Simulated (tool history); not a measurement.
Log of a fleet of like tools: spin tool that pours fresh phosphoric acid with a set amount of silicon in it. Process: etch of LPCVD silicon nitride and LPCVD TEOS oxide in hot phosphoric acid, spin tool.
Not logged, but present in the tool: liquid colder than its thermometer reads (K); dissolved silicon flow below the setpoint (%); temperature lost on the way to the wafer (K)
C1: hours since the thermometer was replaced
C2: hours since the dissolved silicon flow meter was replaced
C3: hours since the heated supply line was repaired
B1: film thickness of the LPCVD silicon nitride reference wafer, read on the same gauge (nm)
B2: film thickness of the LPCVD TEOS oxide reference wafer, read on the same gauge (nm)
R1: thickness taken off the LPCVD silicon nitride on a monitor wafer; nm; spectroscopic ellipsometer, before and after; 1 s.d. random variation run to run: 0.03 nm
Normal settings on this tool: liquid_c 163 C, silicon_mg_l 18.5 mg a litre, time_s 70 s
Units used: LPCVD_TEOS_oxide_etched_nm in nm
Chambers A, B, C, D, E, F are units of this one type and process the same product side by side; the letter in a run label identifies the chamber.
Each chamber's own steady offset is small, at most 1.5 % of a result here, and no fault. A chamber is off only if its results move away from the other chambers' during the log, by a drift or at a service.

run 1E hour=6.7 | liquid_c=163 silicon_mg_l=18.5 time_s=70 | C1=122.5 C2=1604.1 C3=92.7 | B1=49.992 B2=150.01 | R1=6.9893 LPCVD_TEOS_oxide_etched_nm=0.4043
run 2D hour=18.7 | liquid_c=163 silicon_mg_l=18.5 time_s=70 | C1=489.8 C2=109.2 C3=482 | B1=50.029 B2=150.04 | R1=7.0596 LPCVD_TEOS_oxide_etched_nm=0.39057
run 3F hour=33.3 | liquid_c=163 silicon_mg_l=18.5 time_s=70 | C1=1559.5 C2=1844.5 C3=1872.3 | B1=50.014 B2=150 | R1=7.0289 LPCVD_TEOS_oxide_etched_nm=0.40073
run 4C hour=47.4 | liquid_c=163 silicon_mg_l=18.5 time_s=70 | C1=243.5 C2=442 C3=412.6 | B1=50.006 B2=149.96 | R1=6.8968 LPCVD_TEOS_oxide_etched_nm=0.37481
-- hour=52.5 chamber B: dissolved silicon flow meter replaced
run 5A hour=60 | liquid_c=163 silicon_mg_l=18.5 time_s=70 | C1=64.2 C2=472.6 C3=224.2 | B1=50.011 B2=150 | R1=6.9037 LPCVD_TEOS_oxide_etched_nm=0.35319
run 6B hour=68.9 | liquid_c=163 silicon_mg_l=18.5 time_s=70 | C1=899.2 C2=16.5 C3=315.8 | B1=50.042 B2=150.01 | R1=6.9306 LPCVD_TEOS_oxide_etched_nm=0.35699
run 7E hour=81.4 | liquid_c=163 silicon_mg_l=18.5 time_s=70 | C1=197.2 C2=1678.8 C3=167.4 | B1=49.978 B2=149.98 | R1=6.9294 LPCVD_TEOS_oxide_etched_nm=0.36642
run 8D hour=90.7 | liquid_c=163 silicon_mg_l=18.5 time_s=70 | C1=561.8 C2=181.2 C3=554 | B1=50.018 B2=150.01 | R1=7.0606 LPCVD_TEOS_oxide_etched_nm=0.43456
run 9A hour=102.1 | liquid_c=163 silicon_mg_l=18.5 time_s=50 | C1=106.3 C2=514.7 C3=266.3 | B1=50.022 B2=150.03 | R1=4.9899 LPCVD_TEOS_oxide_etched_nm=0.28078
run 10C hour=114.5 | liquid_c=163 silicon_mg_l=18.5 time_s=50 | C1=310.6 C2=509.1 C3=479.7 | B1=49.985 B2=149.99 | R1=4.9155 LPCVD_TEOS_oxide_etched_nm=0.27184
run 11F hour=121.2 | liquid_c=163 silicon_mg_l=18.5 time_s=50 | C1=1647.4 C2=1932.4 C3=1960.2 | B1=50.009 B2=149.98 | R1=4.9897 LPCVD_TEOS_oxide_etched_nm=0.26217
-- hour=124.5 chamber E: dissolved silicon flow meter replaced
run 12B hour=130.4 | liquid_c=163 silicon_mg_l=18.5 time_s=50 | C1=960.7 C2=78 C3=377.3 | B1=49.993 B2=149.98 | R1=4.9845 LPCVD_TEOS_oxide_etched_nm=0.2521
-- hour=134.1 chamber F: heated supply line repaired
run 13F hour=143.7 | liquid_c=163 silicon_mg_l=18.5 time_s=50 | C1=1669.9 C2=1954.9 C3=9.7 | B1=49.998 B2=150 | R1=4.9693 LPCVD_TEOS_oxide_etched_nm=0.26117
run 14E hour=156.3 | liquid_c=163 silicon_mg_l=18.5 time_s=50 | C1=272.1 C2=31.8 C3=242.3 | B1=50.004 B2=149.96 | R1=4.9688 LPCVD_TEOS_oxide_etched_nm=0.25783
run 15A hour=165 | liquid_c=163 silicon_mg_l=18.5 time_s=70 | C1=169.2 C2=577.6 C3=329.2 | B1=50.012 B2=150.01 | R1=6.9595 LPCVD_TEOS_oxide_etched_nm=0.36467
-- hour=168.1 chamber F: thermometer replaced
run 16C hour=177 | liquid_c=163 silicon_mg_l=18.5 time_s=70 | C1=373.1 C2=571.6 C3=542.2 | B1=50 B2=150.03 | R1=6.8903 LPCVD_TEOS_oxide_etched_nm=0.41247
run 17B hour=184.2 | liquid_c=163 silicon_mg_l=18.5 time_s=70 | C1=1014.5 C2=131.8 C3=431.1 | B1=49.993 B2=149.99 | R1=7.0172 LPCVD_TEOS_oxide_etched_nm=0.37773
run 18D hour=196.9 | liquid_c=163 silicon_mg_l=18.5 time_s=70 | C1=668 C2=287.4 C3=660.2 | B1=50.004 B2=150.02 | R1=7.0401 LPCVD_TEOS_oxide_etched_nm=0.39002
run 19E hour=207.5 | liquid_c=163 silicon_mg_l=18.5 time_s=70 | C1=323.3 C2=83 C3=293.5 | B1=50.005 B2=150 | R1=7.0109 LPCVD_TEOS_oxide_etched_nm=0.39302
run 20F hour=220.6 | liquid_c=163 silicon_mg_l=18.5 time_s=70 | C1=52.5 C2=2031.8 C3=86.6 | B1=49.979 B2=149.96 | R1=7.0115 LPCVD_TEOS_oxide_etched_nm=0.45593
run 21D hour=227.5 | liquid_c=163 silicon_mg_l=18.5 time_s=70 | C1=698.6 C2=318 C3=690.8 | B1=50 B2=150.03 | R1=7.0056 LPCVD_TEOS_oxide_etched_nm=0.39657
run 22C hour=241.4 | liquid_c=163 silicon_mg_l=18.5 time_s=70 | C1=437.5 C2=636 C3=606.6 | B1=50.015 B2=150.01 | R1=6.8657 LPCVD_TEOS_oxide_etched_nm=0.37397
run 23A hour=249.9 | liquid_c=163 silicon_mg_l=18.5 time_s=70 | C1=254.1 C2=662.5 C3=414.1 | B1=49.977 B2=149.97 | R1=6.9764 LPCVD_TEOS_oxide_etched_nm=0.39222
run 24B hour=262.9 | liquid_c=163 silicon_mg_l=18.5 time_s=70 | C1=1093.2 C2=210.5 C3=509.8 | B1=49.999 B2=150.01 | R1=7.0169 LPCVD_TEOS_oxide_etched_nm=0.38844
run 25E hour=276.7 | liquid_c=163 silicon_mg_l=18.5 time_s=70 | C1=392.5 C2=152.2 C3=362.7 | B1=49.991 B2=150.03 | R1=6.9489 LPCVD_TEOS_oxide_etched_nm=0.42242
run 26D hour=284.1 | liquid_c=163 silicon_mg_l=18.5 time_s=70 | C1=755.2 C2=374.6 C3=747.4 | B1=50.004 B2=150.01 | R1=7.0123 LPCVD_TEOS_oxide_etched_nm=0.36848
run 27C hour=292 | liquid_c=163 silicon_mg_l=18.5 time_s=70 | C1=488.1 C2=686.6 C3=657.2 | B1=49.993 B2=150.01 | R1=6.9056 LPCVD_TEOS_oxide_etched_nm=0.35653
run 28F hour=300.6 | liquid_c=163 silicon_mg_l=18.5 time_s=70 | C1=132.5 C2=2111.8 C3=166.6 | B1=50.016 B2=150.03 | R1=7.0291 LPCVD_TEOS_oxide_etched_nm=0.42563
run 29A hour=312.8 | liquid_c=163 silicon_mg_l=18.5 time_s=70 | C1=317 C2=725.4 C3=477 | B1=49.988 B2=149.97 | R1=6.966 LPCVD_TEOS_oxide_etched_nm=0.3803
run 30B hour=323.4 | liquid_c=163 silicon_mg_l=18.5 time_s=70 | C1=1153.7 C2=271 C3=570.3 | B1=49.982 B2=149.97 | R1=6.9956 LPCVD_TEOS_oxide_etched_nm=0.4006
run 31E hour=332.8 | liquid_c=163 silicon_mg_l=18.5 time_s=70 | C1=448.6 C2=208.3 C3=418.8 | B1=49.993 B2=150 | R1=6.9284 LPCVD_TEOS_oxide_etched_nm=0.3979
run 32C hour=345.4 | liquid_c=163 silicon_mg_l=18.5 time_s=70 | C1=541.5 C2=740 C3=710.6 | B1=50.013 B2=149.98 | R1=6.8965 LPCVD_TEOS_oxide_etched_nm=0.39469
run 33A hour=352.7 | liquid_c=163 silicon_mg_l=18.5 time_s=70 | C1=356.9 C2=765.3 C3=516.9 | B1=50.012 B2=150 | R1=6.9212 LPCVD_TEOS_oxide_etched_nm=0.38236
run 34B hour=367.8 | liquid_c=163 silicon_mg_l=26 time_s=90 | C1=1198.1 C2=315.4 C3=614.7 | B1=50.015 B2=150.01 | R1=8.9608 LPCVD_TEOS_oxide_etched_nm=0.37379
run 35F hour=375.4 | liquid_c=163 silicon_mg_l=26 time_s=90 | C1=207.3 C2=2186.6 C3=241.4 | B1=49.999 B2=149.99 | R1=8.9962 LPCVD_TEOS_oxide_etched_nm=0.39557
run 36D hour=383.3 | liquid_c=163 silicon_mg_l=26 time_s=90 | C1=854.4 C2=473.8 C3=846.6 | B1=50.012 B2=150 | R1=9.0775 LPCVD_TEOS_oxide_etched_nm=0.44387
run 37B hour=396.2 | liquid_c=163 silicon_mg_l=26 time_s=90 | C1=1226.5 C2=343.8 C3=643.1 | B1=49.997 B2=149.98 | R1=8.9652 LPCVD_TEOS_oxide_etched_nm=0.31739
-- hour=397.7 chamber C: dissolved silicon flow meter replaced
run 38C hour=406.6 | liquid_c=163 silicon_mg_l=26 time_s=90 | C1=602.7 C2=8.9 C3=771.8 | B1=50.036 B2=150.03 | R1=8.938 LPCVD_TEOS_oxide_etched_nm=0.38882

Does one chamber stand apart from the rest, does the shared gauge drift, or is all well apart from small per-chamber offsets? Give the chamber and the most likely cause, where there is one.

Neither any chamber nor the gauge drifts; the chambers differ only by their own small, steady offsets.
